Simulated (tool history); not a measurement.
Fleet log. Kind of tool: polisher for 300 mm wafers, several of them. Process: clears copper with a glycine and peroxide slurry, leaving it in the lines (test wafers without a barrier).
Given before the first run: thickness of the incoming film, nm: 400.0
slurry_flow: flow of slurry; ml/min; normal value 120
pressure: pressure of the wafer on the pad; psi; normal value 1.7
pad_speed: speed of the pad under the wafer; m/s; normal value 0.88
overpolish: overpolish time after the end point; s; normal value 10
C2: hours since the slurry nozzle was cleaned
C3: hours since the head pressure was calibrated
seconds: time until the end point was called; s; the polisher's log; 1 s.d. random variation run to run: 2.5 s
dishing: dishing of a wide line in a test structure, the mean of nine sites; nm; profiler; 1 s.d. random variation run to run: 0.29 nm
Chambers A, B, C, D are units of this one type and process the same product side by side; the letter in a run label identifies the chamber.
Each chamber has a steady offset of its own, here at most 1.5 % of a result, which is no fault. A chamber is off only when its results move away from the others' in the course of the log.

Run 1C, hour 6.3: usual settings; wafers polished on this pad 486; C2 7.9; C3 20.9. Result: seconds 129.53 s, dishing 23.263 nm.
Run 2A, hour 15.4: usual settings; wafers polished on this pad 418; C2 192.7; C3 241.7. Result: seconds 120.42 s, dishing 22.848 nm.
Run 3D, hour 21.2: usual settings; wafers polished on this pad 875; C2 505.2; C3 534.7. Result: seconds 128.57 s, dishing 23.191 nm.
At hour 29.4: chamber A: worn pad replaced by a new one.
Run 4B, hour 32.1: usual settings; wafers polished on this pad 439; C2 208.3; C3 418.2. Result: seconds 122.91 s, dishing 23.070 nm.
Run 5B, hour 37.7: usual settings; wafers polished on this pad 492; C2 213.9; C3 423.8. Result: seconds 127.90 s, dishing 23.217 nm.
Run 6C, hour 42.9: usual settings; wafers polished on this pad 833; C2 44.5; C3 57.5. Result: seconds 126.29 s, dishing 22.987 nm.
Run 7A, hour 47.9: usual settings; wafers polished on this pad 175; C2 225.2; C3 274.2. Result: seconds 125.19 s, dishing 23.098 nm.
At hour 55.4: chamber D: worn pad replaced by a new one.
Run 8D, hour 57.9: usual settings; wafers polished on this pad 24; C2 541.9; C3 571.4. Result: seconds 126.83 s, dishing 23.206 nm.
Run 9B, hour 65.0: usual settings; wafers polished on this pad 752; C2 241.2; C3 451.1. Result: seconds 126.80 s, dishing 22.999 nm.
At hour 74.2: chamber B: slurry nozzle cleaned.
Run 10D, hour 74.3: usual settings but pressure 2.1 psi; wafers polished on this pad 180; C2 558.3; C3 587.8. Result: seconds 103.36 s, dishing 26.655 nm.
Run 11C, hour 82.6: usual settings but pressure 2.1 psi; wafers polished on this pad 1211; C2 84.2; C3 97.2. Result: seconds 111.76 s, dishing 26.247 nm.
At hour 82.9: chamber B: worn pad replaced by a new one.
At hour 89.7: chamber A: worn pad replaced by a new one.
Run 12A, hour 89.7: usual settings but pressure 2.1 psi; wafers polished on this pad 0; C2 267.0; C3 316.0. Result: seconds 111.85 s, dishing 27.481 nm.
Run 13C, hour 98.1: usual settings but pressure 2.1 psi; wafers polished on this pad 1358; C2 99.7; C3 112.7. Result: seconds 111.65 s, dishing 25.891 nm.
Run 14D, hour 108.7: usual settings; wafers polished on this pad 507; C2 592.7; C3 622.2. Result: seconds 124.85 s, dishing 22.855 nm.
Run 15A, hour 119.2: usual settings; wafers polished on this pad 280; C2 296.5; C3 345.5. Result: seconds 126.55 s, dishing 23.289 nm.
Run 16B, hour 126.4: usual settings; wafers polished on this pad 413; C2 52.3; C3 512.5. Result: seconds 121.18 s, dishing 22.847 nm.
At hour 135.0: chamber B: head pressure recalibrated.
Run 17B, hour 137.4: usual settings; wafers polished on this pad 518; C2 63.3; C3 2.4. Result: seconds 125.42 s, dishing 22.906 nm.
Run 18A, hour 145.4: usual settings but slurry_flow 140 ml/min, pressure 1.3 psi; wafers polished on this pad 529; C2 322.7; C3 371.7. Result: seconds 144.68 s, dishing 20.311 nm.
At hour 146.2: chamber A: worn pad replaced by a new one.
Run 19C, hour 151.9: usual settings but slurry_flow 140 ml/min, pressure 1.3 psi; wafers polished on this pad 1869; C2 153.5; C3 166.5. Result: seconds 158.13 s, dishing 18.705 nm.
Run 20D, hour 158.7: usual settings but slurry_flow 140 ml/min, pressure 1.3 psi; wafers polished on this pad 982; C2 642.7; C3 672.2. Result: seconds 150.57 s, dishing 19.917 nm.
Run 21B, hour 163.9: usual settings but slurry_flow 140 ml/min, pressure 1.3 psi; wafers polished on this pad 770; C2 89.8; C3 28.9. Result: seconds 148.87 s, dishing 20.326 nm.
Run 22C, hour 174.0: usual settings but pressure 2.2 psi, overpolish 7 s; wafers polished on this pad 2079; C2 175.6; C3 188.6. Result: seconds 115.97 s, dishing 18.455 nm.
At hour 181.8: chamber D: worn pad replaced by a new one.
Run 23A, hour 182.7: usual settings but pressure 2.2 psi, overpolish 7 s; wafers polished on this pad 347; C2 360.0; C3 409.0. Result: seconds 102.75 s, dishing 19.800 nm.
Run 24D, hour 189.8: usual settings but pressure 2.2 psi, overpolish 7 s; wafers polished on this pad 76; C2 673.8; C3 703.3. Result: seconds 100.37 s, dishing 20.213 nm.
Run 25C, hour 195.4: usual settings but pressure 2.2 psi, overpolish 7 s; wafers polished on this pad 2282; C2 197.0; C3 210.0. Result: seconds 114.41 s, dishing 18.067 nm.

One chamber off, gauge drift, or nothing amiss beyond the chambers' own small offsets? If it is a chamber, which one, and what is the likeliest cause?

One chamber, C, drifts off from the rest bit by bit.
Cause: removal rate lost through wear of the pad, % = 11.6.
The log might look much the same if the cause were instead: slurry flow missing at the pad, %.

Chamber C could run next with any of the 4 candidate recipes listed below; each alters the usual settings, and their results appear as question marks. Which one brings its results back in line with what the other chambers deliver on the usual settings?
In line here means within this much of the mean the other chambers give on the usual settings: seconds 8.70 s; dishing 1.000 nm
Run 26C-1, hour 203.3: usual settings but pad_speed 0.90 m/s. Result: seconds ?, dishing ?.
Run 26C-2, hour 203.3: usual settings but slurry_flow 115 ml/min, pressure 1.6 psi, pad_speed 0.82 m/s. Result: seconds ?, dishing ?.
Run 26C-3, hour 203.3: usual settings but slurry_flow 125 ml/min, pressure 1.8 psi, pad_speed 0.94 m/s. Result: seconds ?, dishing ?.
Run 26C-4, hour 203.3: usual settings but pad_speed 0.86 m/s. Result: seconds ?, dishing ?.

Other chambers, usual settings, mean: seconds 125.28 s; dishing 23.170 nm
  run  seconds  dishing
26C-1   141.10   21.339
26C-2   158.83   19.134
26C-3   129.93   23.026
26C-4   145.82   20.717
With 26C-3, the chamber falls back in line with the rest.
